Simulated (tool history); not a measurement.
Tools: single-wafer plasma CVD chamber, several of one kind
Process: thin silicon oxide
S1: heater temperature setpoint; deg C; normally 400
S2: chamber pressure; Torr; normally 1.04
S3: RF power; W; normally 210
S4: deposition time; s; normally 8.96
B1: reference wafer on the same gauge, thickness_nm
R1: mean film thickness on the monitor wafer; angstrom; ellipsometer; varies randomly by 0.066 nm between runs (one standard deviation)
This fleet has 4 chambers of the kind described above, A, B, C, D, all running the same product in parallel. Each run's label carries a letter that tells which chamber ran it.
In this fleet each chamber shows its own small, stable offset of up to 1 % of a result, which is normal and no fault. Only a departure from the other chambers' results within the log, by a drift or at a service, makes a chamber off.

run   hour   S1    S2   S3    S4      B1      R1
 1C    5.7  400  1.04  210  8.96  20.089  172.26
 2A   11.1  400  1.04  210  8.96  20.079  173.07
 3B   17.4  400  1.04  210  8.96  20.092  173.18
 4D   24.1  400  1.04  210  8.96  20.091  174.28
 5B   31.3  400  1.04  210  8.96  20.102  173.36
 6C   35.2  400  1.04  210  8.96  20.098  172.18
 7A   42.6  400  1.04  210  8.96  20.107  172.68
 8D   49.5  400  1.04  210  8.96  20.104  174.22
 9C   55.4  400  1.04  210  8.96  20.127  171.09
10B   58.9  400  1.04  210  8.96  20.111  175.06
11A   63.5  400  1.04  210  8.96  20.092  173.00
12D   68.0  400  1.04  210  8.96  20.115  174.59
13D   75.8  400  1.04  210  8.96  20.095  175.13
14C   79.2  400  1.04  210  8.96  20.102  168.78
15B   83.0  407  1.04  250  8.96  20.106  188.42
16A   87.1  407  1.04  250  8.96  20.121  186.49
17B   94.5  407  1.04  250  8.96  20.097  188.51
18C  100.5  407  1.04  250  8.96  20.093  182.10
19A  104.8  400  0.87  210  8.96  20.095  149.27
20D  112.5  400  0.87  210  8.96  20.097  151.83
21D  117.7  400  0.87  210  8.96  20.093  151.63
22C  122.5  400  0.87  210  8.96  20.107  144.75
23A  130.2  400  1.04  210  8.96  20.104  173.79
24B  135.9  400  1.04  210  8.96  20.097  173.54
25B  143.0  400  1.04  210  8.96  20.109  173.59

Predict what each chamber gives when all 4 of them run the settings below next.
26A  148.6  400  1.04  210  8.96       ?
26B  148.6  400  1.04  210  8.96       ?
26C  148.6  400  1.04  210  8.96       ?
26D  148.6  400  1.04  210  8.96       ?

run      R1
26A  173.22
26B  172.83
26C  166.18
26D  175.06

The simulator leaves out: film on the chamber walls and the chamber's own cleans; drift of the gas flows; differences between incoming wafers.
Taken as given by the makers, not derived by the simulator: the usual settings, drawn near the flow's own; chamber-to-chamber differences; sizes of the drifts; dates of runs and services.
